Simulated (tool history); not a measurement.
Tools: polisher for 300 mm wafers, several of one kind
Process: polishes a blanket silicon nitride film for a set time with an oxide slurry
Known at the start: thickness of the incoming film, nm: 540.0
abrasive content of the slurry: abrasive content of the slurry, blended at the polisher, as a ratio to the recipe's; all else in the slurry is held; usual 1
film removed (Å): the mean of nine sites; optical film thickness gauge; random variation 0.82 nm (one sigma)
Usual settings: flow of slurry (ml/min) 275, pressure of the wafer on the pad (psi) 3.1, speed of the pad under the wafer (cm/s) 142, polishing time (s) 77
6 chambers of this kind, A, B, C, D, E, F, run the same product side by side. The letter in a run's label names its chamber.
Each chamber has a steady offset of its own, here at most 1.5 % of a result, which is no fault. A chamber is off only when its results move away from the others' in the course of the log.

| run | day | flow of slurry (ml/min) | pressure of the wafer on the pad (psi) | speed of the pad under the wafer (cm/s) | abrasive content of the slurry | polishing time (s) | film removed (Å) |
|---|---|---|---|---|---|---|---|
|  | 0.154 | chamber A: worn pad replaced by a new one |
|  | 0.312 | chamber C: slurry blender recalibrated |
| 1F | 0.558 | 275 | 3.1 | 142 | 1 | 77 | 603.09 |
|  | 0.65 | chamber E: worn pad replaced by a new one |
|  | 0.662 | chamber D: worn pad replaced by a new one |
|  | 0.708 | chamber D: slurry nozzle cleaned |
|  | 0.733 | chamber B: conditioning disc replaced and pad reconditioned |
|  | 0.925 | chamber E: slurry blender recalibrated |
| 2D | 1.092 | 275 | 3.1 | 142 | 1 | 77 | 609.07 |
|  | 1.479 | chamber C: slurry nozzle cleaned |
| 3E | 1.6 | 275 | 3.1 | 142 | 1 | 77 | 615.25 |
|  | 1.608 | chamber E: conditioning disc replaced and pad reconditioned |
| 4B | 1.938 | 275 | 3.1 | 142 | 1 | 77 | 625.83 |
| 5A | 2.412 | 275 | 3.1 | 142 | 1 | 77 | 613.33 |
| 6C | 2.667 | 275 | 3.1 | 142 | 1 | 77 | 604.77 |
|  | 2.971 | chamber F: worn pad replaced by a new one |
| 7A | 3.012 | 275 | 3.1 | 142 | 1 | 77 | 604.56 |
|  | 3.204 | chamber C: worn pad replaced by a new one |
|  | 3.275 | chamber B: worn pad replaced by a new one |
| 8E | 3.475 | 275 | 3.1 | 142 | 1 | 77 | 608.08 |
|  | 3.512 | chamber F: slurry blender recalibrated |
| 9F | 3.875 | 275 | 3.1 | 142 | 1 | 77 | 616.4 |
| 10D | 4.425 | 275 | 2.2 | 142 | 1 | 101 | 559.16 |
|  | 4.517 | chamber A: worn pad replaced by a new one |
|  | 4.621 | chamber B: head pressure recalibrated |
|  | 4.812 | chamber D: worn pad replaced by a new one |
| 11C | 4.921 | 275 | 2.2 | 142 | 1 | 101 | 572.05 |
| 12B | 5.25 | 275 | 2.2 | 142 | 1 | 101 | 570.15 |
|  | 5.367 | chamber E: slurry nozzle cleaned |
| 13D | 5.608 | 275 | 2.2 | 142 | 1 | 101 | 568.61 |
|  | 5.875 | chamber E: slurry blender recalibrated |
|  | 6.025 | chamber C: conditioning disc replaced and pad reconditioned |
| 14C | 6.117 | 275 | 2.2 | 142 | 1 | 101 | 574.02 |
|  | 6.358 | chamber E: conditioning disc replaced and pad reconditioned |
|  | 6.412 | chamber A: head pressure recalibrated |
| 15E | 6.412 | 275 | 2.2 | 142 | 1 | 101 | 559.15 |
|  | 6.483 | chamber F: worn pad replaced by a new one |
| 16B | 6.717 | 275 | 3.1 | 142 | 1 | 77 | 632.01 |
|  | 7.012 | chamber B: slurry blender recalibrated |
|  | 7.175 | chamber D: slurry blender recalibrated |
| 17A | 7.175 | 275 | 2.5 | 142 | 1 | 77 | 483 |
|  | 7.238 | chamber E: worn pad replaced by a new one |
| 18F | 7.517 | 275 | 2.5 | 142 | 1 | 77 | 504.15 |
| 19C | 7.871 | 275 | 2.5 | 142 | 1 | 77 | 491.36 |
|  | 8.033 | chamber B: worn pad replaced by a new one |
| 20D | 8.217 | 275 | 2.5 | 142 | 1 | 77 | 483.18 |
|  | 8.412 | chamber A: worn pad replaced by a new one |
| 21A | 8.633 | 275 | 2.5 | 142 | 1 | 77 | 487.71 |
|  | 8.721 | chamber D: worn pad replaced by a new one |
|  | 8.779 | chamber C: worn pad replaced by a new one |
| 22E | 8.879 | 275 | 2.5 | 142 | 1 | 77 | 476.92 |
|  | 9.25 | chamber A: slurry blender recalibrated |
| 23F | 9.262 | 275 | 3.1 | 142 | 1 | 77 | 618.07 |
|  | 9.367 | chamber D: head pressure recalibrated |
| 24B | 9.55 | 275 | 3.1 | 142 | 1 | 77 | 605.68 |
|  | 9.792 | chamber B: slurry nozzle cleaned |
| 25B | 9.821 | 275 | 3.1 | 142 | 1 | 77 | 619.81 |
|  | 9.871 | chamber A: slurry nozzle cleaned |
|  | 9.879 | chamber F: worn pad replaced by a new one |
| 26F | 10.358 | 275 | 3.1 | 142 | 1 | 77 | 612.67 |
|  | 10.604 | chamber C: slurry blender recalibrated |
|  | 10.654 | chamber E: slurry blender recalibrated |
| 27D | 10.896 | 275 | 3.1 | 142 | 1 | 77 | 685.47 |
|  | 11.021 | chamber E: conditioning disc replaced and pad reconditioned |
| 28C | 11.312 | 275 | 3.1 | 142 | 1 | 77 | 609.41 |
| 29A | 11.733 | 275 | 3.1 | 142 | 1 | 77 | 609.69 |
| 30E | 12.208 | 275 | 3.1 | 142 | 1 | 77 | 599.27 |
|  | 12.504 | chamber E: worn pad replaced by a new one |
|  | 12.538 | chamber F: conditioning disc replaced and pad reconditioned |
| 31E | 12.675 | 275 | 3.1 | 142 | 1 | 77 | 605.45 |
|  | 12.821 | chamber D: worn pad replaced by a new one |
| 32A | 13.217 | 275 | 3.1 | 142 | 1 | 77 | 619.37 |
|  | 13.221 | chamber B: worn pad replaced by a new one |
|  | 13.308 | chamber F: worn pad replaced by a new one |
|  | 13.362 | chamber A: worn pad replaced by a new one |
| 33C | 13.475 | 275 | 3.1 | 142 | 1 | 77 | 611.28 |
| 34D | 13.783 | 275 | 3.1 | 142 | 1 | 77 | 669.76 |
| 35B | 14.188 | 275 | 3.1 | 142 | 1 | 77 | 622.13 |
| 36F | 14.692 | 185 | 3.1 | 142 | 1.25 | 77 | 632.9 |
|  | 15.025 | chamber D: slurry nozzle cleaned |
|  | 15.033 | chamber F: head pressure recalibrated |
| 37A | 15.162 | 185 | 3.1 | 142 | 1.25 | 77 | 640.75 |
| 38D | 15.542 | 185 | 3.1 | 142 | 1.25 | 77 | 719.5 |
|  | 15.8 | chamber F: slurry nozzle cleaned |
| 39F | 15.896 | 185 | 3.1 | 142 | 1.25 | 77 | 640.63 |

What goes on in this fleet: one chamber off, a drifting gauge, or nothing beyond the chambers' own small offsets? Name the chamber and the cause, if any.

A service left chamber D off against the others.
Cause: head's pressure above its setpoint, % = 10.9.

Here are 4 candidates for chamber D's next run, each the usual settings with a change, their results left as question marks. Which one brings its results back in line with what the others give on the usual settings?
In line means no further than this from the other chambers' mean on the usual settings: film removed (Å) 29
| 40D-1 | 16.3 | 275 | 3.1 | 144 | 1 | 77 | ? |
| 40D-2 | 16.3 | 275 | 2.9 | 142 | 1 | 73 | ? |
| 40D-3 | 16.3 | 275 | 3.1 | 142 | 1 | 76 | ? |
| 40D-4 | 16.3 | 275 | 3.1 | 150 | 1 | 82 | ? |

The other chambers' mean on the usual settings: film removed (Å) 610.16
| run | film removed (Å) |
|---|---|
| 40D-1 | 686.05 |
| 40D-2 | 601.04 |
| 40D-3 | 669.55 |
| 40D-4 | 755.03 |
40D-2 brings the chamber back in line.
